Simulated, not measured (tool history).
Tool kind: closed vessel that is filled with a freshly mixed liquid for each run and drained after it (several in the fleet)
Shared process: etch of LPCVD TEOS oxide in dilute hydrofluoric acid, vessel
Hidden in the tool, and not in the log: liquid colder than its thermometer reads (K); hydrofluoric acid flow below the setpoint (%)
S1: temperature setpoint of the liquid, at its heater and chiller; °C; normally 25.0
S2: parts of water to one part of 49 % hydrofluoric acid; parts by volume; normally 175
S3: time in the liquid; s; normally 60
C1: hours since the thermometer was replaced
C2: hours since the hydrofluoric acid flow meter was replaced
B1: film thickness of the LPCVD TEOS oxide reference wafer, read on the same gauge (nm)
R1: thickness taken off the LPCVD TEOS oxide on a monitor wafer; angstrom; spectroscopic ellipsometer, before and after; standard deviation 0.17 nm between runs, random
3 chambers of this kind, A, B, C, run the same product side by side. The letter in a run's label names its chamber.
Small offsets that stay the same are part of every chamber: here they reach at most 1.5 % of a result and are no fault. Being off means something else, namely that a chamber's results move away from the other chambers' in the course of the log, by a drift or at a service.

{"run": "1B", "hour": 11.3, "S1": 25.0, "S2": 175, "S3": 60, "C1": 302.2, "C2": 420.2, "B1": 49.985, "R1": 181.77}
{"run": "2C", "hour": 22.0, "S1": 25.0, "S2": 175, "S3": 60, "C1": 2113.4, "C2": 581.6, "B1": 50.002, "R1": 184.5}
{"run": "3A", "hour": 38.4, "S1": 25.0, "S2": 175, "S3": 60, "C1": 850.9, "C2": 1247.6, "B1": 50.011, "R1": 184.26}
{"run": "4A", "hour": 54.3, "S1": 25.0, "S2": 175, "S3": 60, "C1": 866.8, "C2": 1263.5, "B1": 49.985, "R1": 183.68}
{"run": "5B", "hour": 64.3, "S1": 29.5, "S2": 175, "S3": 40, "C1": 355.2, "C2": 473.2, "B1": 49.997, "R1": 144.21}
{"run": "6C", "hour": 73.3, "S1": 29.5, "S2": 175, "S3": 40, "C1": 2164.7, "C2": 632.9, "B1": 49.998, "R1": 142.73}
{"run": "7A", "hour": 87.9, "S1": 29.5, "S2": 175, "S3": 40, "C1": 900.4, "C2": 1297.1, "B1": 50.012, "R1": 144.12}
{"run": "8C", "hour": 104.6, "S1": 25.0, "S2": 175, "S3": 60, "C1": 2196.0, "C2": 664.2, "B1": 50.022, "R1": 183.29}
{"hour": 118.9, "done": "chamber A: hydrofluoric acid flow meter replaced"}
{"run": "9B", "hour": 119.4, "S1": 25.0, "S2": 175, "S3": 60, "C1": 410.3, "C2": 528.3, "B1": 50.004, "R1": 182.27}
{"run": "10B", "hour": 132.8, "S1": 25.0, "S2": 175, "S3": 60, "C1": 423.7, "C2": 541.7, "B1": 49.985, "R1": 180.23}
{"run": "11A", "hour": 147.6, "S1": 25.0, "S2": 175, "S3": 60, "C1": 960.1, "C2": 28.8, "B1": 50.003, "R1": 184.0}
{"run": "12C", "hour": 162.4, "S1": 25.0, "S2": 175, "S3": 60, "C1": 2253.8, "C2": 722.0, "B1": 50.033, "R1": 182.54}
{"run": "13B", "hour": 170.5, "S1": 25.0, "S2": 175, "S3": 60, "C1": 461.4, "C2": 579.4, "B1": 49.994, "R1": 179.91}
{"run": "14C", "hour": 181.9, "S1": 25.0, "S2": 175, "S3": 60, "C1": 2273.3, "C2": 741.5, "B1": 49.995, "R1": 183.27}
{"run": "15A", "hour": 192.7, "S1": 25.0, "S2": 175, "S3": 60, "C1": 1005.2, "C2": 73.9, "B1": 50.005, "R1": 183.09}
{"run": "16A", "hour": 203.1, "S1": 25.0, "S2": 175, "S3": 60, "C1": 1015.6, "C2": 84.3, "B1": 49.995, "R1": 182.46}
{"run": "17B", "hour": 214.1, "S1": 25.0, "S2": 175, "S3": 40, "C1": 505.0, "C2": 623.0, "B1": 50.033, "R1": 119.55}
{"run": "18C", "hour": 228.8, "S1": 25.0, "S2": 175, "S3": 40, "C1": 2320.2, "C2": 788.4, "B1": 50.017, "R1": 123.33}
{"run": "19A", "hour": 241.2, "S1": 25.0, "S2": 175, "S3": 40, "C1": 1053.7, "C2": 122.4, "B1": 49.987, "R1": 122.91}
{"run": "20C", "hour": 255.6, "S1": 25.0, "S2": 175, "S3": 60, "C1": 2347.0, "C2": 815.2, "B1": 50.008, "R1": 181.88}
{"run": "21B", "hour": 270.6, "S1": 25.0, "S2": 175, "S3": 60, "C1": 561.5, "C2": 679.5, "B1": 49.996, "R1": 180.69}
{"run": "22C", "hour": 279.8, "S1": 25.0, "S2": 175, "S3": 60, "C1": 2371.2, "C2": 839.4, "B1": 49.986, "R1": 184.19}
{"run": "23A", "hour": 293.6, "S1": 25.0, "S2": 175, "S3": 35, "C1": 1106.1, "C2": 174.8, "B1": 49.993, "R1": 105.67}
{"run": "24B", "hour": 304.2, "S1": 25.0, "S2": 175, "S3": 35, "C1": 595.1, "C2": 713.1, "B1": 49.987, "R1": 105.38}
{"hour": 317.3, "done": "chamber B: thermometer replaced"}
{"run": "25B", "hour": 319.3, "S1": 25.0, "S2": 175, "S3": 35, "C1": 2.0, "C2": 728.2, "B1": 49.981, "R1": 106.98}
{"run": "26A", "hour": 332.1, "S1": 25.0, "S2": 175, "S3": 60, "C1": 1144.6, "C2": 213.3, "B1": 49.993, "R1": 184.22}
{"run": "27C", "hour": 345.1, "S1": 25.0, "S2": 175, "S3": 60, "C1": 2436.5, "C2": 904.7, "B1": 50.02, "R1": 180.96}
{"run": "28B", "hour": 357.8, "S1": 25.0, "S2": 175, "S3": 60, "C1": 40.5, "C2": 766.7, "B1": 50.005, "R1": 181.27}
{"run": "29C", "hour": 371.7, "S1": 25.0, "S2": 175, "S3": 60, "C1": 2463.1, "C2": 931.3, "B1": 50.036, "R1": 180.78}
{"run": "30A", "hour": 379.3, "S1": 25.0, "S2": 175, "S3": 60, "C1": 1191.8, "C2": 260.5, "B1": 50.011, "R1": 186.86}
{"run": "31A", "hour": 388.0, "S1": 25.0, "S2": 175, "S3": 60, "C1": 1200.5, "C2": 269.2, "B1": 49.978, "R1": 180.61}
{"run": "32C", "hour": 403.4, "S1": 25.0, "S2": 175, "S3": 60, "C1": 2494.8, "C2": 963.0, "B1": 49.989, "R1": 181.16}
{"run": "33B", "hour": 416.4, "S1": 25.0, "S2": 175, "S3": 60, "C1": 99.1, "C2": 825.3, "B1": 50.014, "R1": 183.94}

Is one chamber off against the others, does the gauge drift, or is nothing wrong? If a chamber is off, say which, and what the likeliest cause is.

No chamber stands off beyond its own small offset, and the gauge holds steady.
